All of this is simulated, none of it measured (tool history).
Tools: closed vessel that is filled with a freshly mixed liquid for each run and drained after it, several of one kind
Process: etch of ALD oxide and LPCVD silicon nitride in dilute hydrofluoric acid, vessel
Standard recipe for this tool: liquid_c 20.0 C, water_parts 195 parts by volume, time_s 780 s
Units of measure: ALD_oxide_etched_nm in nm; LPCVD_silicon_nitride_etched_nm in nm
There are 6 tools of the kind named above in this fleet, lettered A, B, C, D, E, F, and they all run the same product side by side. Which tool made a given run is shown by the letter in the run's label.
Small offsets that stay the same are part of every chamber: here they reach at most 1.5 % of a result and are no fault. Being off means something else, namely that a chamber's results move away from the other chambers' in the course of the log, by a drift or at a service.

run   hour  liquid_c  water_parts  time_s  hours since the thermometer was replaced  hours since the hydrofluoric acid flow meter was replaced  read-back film thickness of the ALD oxide reference wafer, read on the same gauge (nm)  read-back film thickness of the LPCVD silicon nitride reference wafer, read on the same gauge (nm)  ALD_oxide_etched_nm  LPCVD_silicon_nitride_etched_nm
 1F    4.2      20.0          195     780                                      37.2                                                      246.6                                                                                  139.94                                                                                             100.010               50.302                          1.52440
 2E    6.9      20.0          195     780                                    1016.1                                                     1158.8                                                                                  140.05                                                                                              99.978               51.096                          1.55650
 3B   11.2      20.0          195     780                                    1138.9                                                      459.0                                                                                  139.96                                                                                              99.989               49.663                          1.56720
 4D   15.8      20.0          195     780                                    2518.6                                                     1162.2                                                                                  140.00                                                                                             100.030               49.687                          1.60180
 5A   19.1      20.0          135     345                                     577.9                                                     1603.3                                                                                  140.00                                                                                             100.010               33.454                          0.96354
 6C   21.4      20.0          135     345                                     869.8                                                      125.7                                                                                  139.99                                                                                             100.020               33.403                          0.96277
 7A   23.6      20.0          135     345                                     582.4                                                     1607.8                                                                                  140.02                                                                                              99.980               33.616                          0.93934
 8C   26.0      20.0          135     345                                     874.4                                                      130.3                                                                                  140.01                                                                                              99.993               33.950                          0.96089
 9F   30.2      20.0          135     345                                      63.2                                                      272.6                                                                                  139.99                                                                                              99.996               33.756                          1.00030
10D   34.9      20.0          135     345                                    2537.7                                                     1181.3                                                                                  139.96                                                                                             100.000               33.853                          0.98957
11B   37.3      20.0          195     780                                    1165.0                                                      485.1                                                                                  139.98                                                                                              99.989               48.949                          1.62600
12E   41.1      17.0          195     780                                    1050.3                                                     1193.0                                                                                  140.00                                                                                              99.980               44.273                          1.22170
      41.7  -- chamber A: hydrofluoric acid flow meter replaced
13D   45.1      17.0          195     780                                    2547.9                                                     1191.5                                                                                  140.03                                                                                              99.998               44.588                          1.22760
14C   47.5      17.0          195     780                                     895.9                                                      151.8                                                                                  139.97                                                                                             100.010               44.074                          1.26910
15A   49.9      17.0          195     780                                     608.7                                                        8.2                                                                                  139.98                                                                                              99.999               44.332                          1.26530
16B   54.0      17.0          195     780                                    1181.7                                                      501.8                                                                                  140.00                                                                                             100.010               44.744                          1.29170
17E   56.9      17.0          195     780                                    1066.1                                                     1208.8                                                                                  139.98                                                                                              99.997               44.104                          1.27090
18F   61.2      20.0          195     780                                      94.2                                                      303.6                                                                                  139.96                                                                                              99.980               49.593                          1.56900
19D   65.7      20.0          195     780                                    2568.5                                                     1212.1                                                                                  139.99                                                                                             100.020               49.671                          1.52410
20F   69.1      20.0          195     780                                     102.1                                                      311.5                                                                                  139.97                                                                                             100.000               49.199                          1.57480
21C   73.7      20.0          195     780                                     922.1                                                      178.0                                                                                  139.98                                                                                             100.010               50.049                          1.57650
22B   78.6      20.0          195     780                                    1206.3                                                      526.4                                                                                  140.04                                                                                             100.000               49.683                          1.57900
23A   82.2      20.0          195     780                                     641.0                                                       40.5                                                                                  140.02                                                                                             100.000               49.811                          1.61120
24E   85.8      20.0          195     780                                    1095.0                                                     1237.7                                                                                  140.03                                                                                              99.974               50.662                          1.52400
      86.3  -- chamber D: thermometer replaced
25C   88.1      20.0          195     780                                     936.5                                                      192.4                                                                                  139.95                                                                                             100.010               49.851                          1.53490
26F   92.7      20.0          195     780                                     125.7                                                      335.1                                                                                  139.94                                                                                              99.989               48.912                          1.59270
27A   95.0      20.0          195     780                                     653.8                                                       53.3                                                                                  140.02                                                                                              99.986               49.242                          1.50910
28E  100.0      20.0          195     780                                    1109.2                                                     1251.9                                                                                  139.97                                                                                             100.020               50.673                          1.56320
29B  102.7      20.0          195     780                                    1230.4                                                      550.5                                                                                  140.07                                                                                              99.994               51.500                          1.63000
30D  106.8      20.0          195     780                                      20.5                                                     1253.2                                                                                  139.95                                                                                             100.000               50.325                          1.53510
31A  110.6      20.0          195     780                                     669.4                                                       68.9                                                                                  139.98                                                                                              99.990               48.888                          1.57750
32D  113.4      20.0          195     780                                      27.1                                                     1259.8                                                                                  139.97                                                                                             100.030               49.144                          1.60120
33C  117.7      20.0          195     780                                     966.1                                                      222.0                                                                                  139.99                                                                                             100.030               50.470                          1.50240
34F  121.4      17.5          195     530                                     154.4                                                      363.8                                                                                  140.00                                                                                             100.000               29.934                          0.90313
35E  125.1      17.5          195     530                                    1134.3                                                     1277.0                                                                                  139.96                                                                                             100.010               30.954                          0.88192
36B  130.2      17.5          195     530                                    1257.9                                                      578.0                                                                                  139.95                                                                                              99.993               32.131                          0.95818
37B  134.1      17.5          195     530                                    1261.8                                                      581.9                                                                                  140.00                                                                                              99.997               32.077                          0.94598
38E  138.0      17.5          195     530                                    1147.2                                                     1289.9                                                                                  139.96                                                                                             100.000               30.987                          0.90137
39D  142.8      17.5          195     530                                      56.5                                                     1289.2                                                                                  140.01                                                                                              99.994               30.208                          0.87591
40A  146.8      20.0          195     780                                     705.6                                                      105.1                                                                                  139.95                                                                                              99.998               48.762                          1.51790
41C  149.7      20.0          195     780                                     998.1                                                      254.0                                                                                  139.97                                                                                              99.995               50.275                          1.57250
42F  153.7      20.0          195     780                                     186.7                                                      396.1                                                                                  140.03                                                                                             100.000               49.484                          1.58180
43A  158.5      20.0          195     780                                     717.3                                                      116.8                                                                                  140.01                                                                                              99.992               49.150                          1.54990

Which is it: a chamber that has drifted or been left off by a service, a gauge drift common to all chambers, or only each chamber's usual small offset? If a chamber is off, name it and its likeliest cause.

One chamber, B, drifts off from the rest bit by bit.
Likeliest cause: hydrofluoric acid flow above the setpoint (%) = 6.11.

Which of the 4 candidates below, each the usual settings with something changed and its results left as question marks, puts chamber B back in line with what the other chambers give on the usual settings?
To be in line, a result may differ from the other chambers' mean on the usual settings by at most: ALD_oxide_etched_nm 1.600 nm; LPCVD_silicon_nitride_etched_nm 0.09700 nm
44B-1  162.1      20.0          195     775                                                                                                                                                                                                                                                                                                                     ?                                ?
44B-2  162.1      20.0          195     785                                                                                                                                                                                                                                                                                                                     ?                                ?
44B-3  162.1      20.5          195     815                                                                                                                                                                                                                                                                                                                     ?                                ?
44B-4  162.1      19.5          195     745                                                                                                                                                                                                                                                                                                                     ?                                ?

Usual-settings mean across the other chambers: ALD_oxide_etched_nm 49.720 nm; LPCVD_silicon_nitride_etched_nm 1.55120 nm
  run  ALD_oxide_etched_nm  LPCVD_silicon_nitride_etched_nm
44B-1               53.342                          1.64280
44B-2               54.030                          1.66400
44B-3               57.217                          1.78660
44B-4               50.266                          1.52690
44B-4 brings the chamber back in line.

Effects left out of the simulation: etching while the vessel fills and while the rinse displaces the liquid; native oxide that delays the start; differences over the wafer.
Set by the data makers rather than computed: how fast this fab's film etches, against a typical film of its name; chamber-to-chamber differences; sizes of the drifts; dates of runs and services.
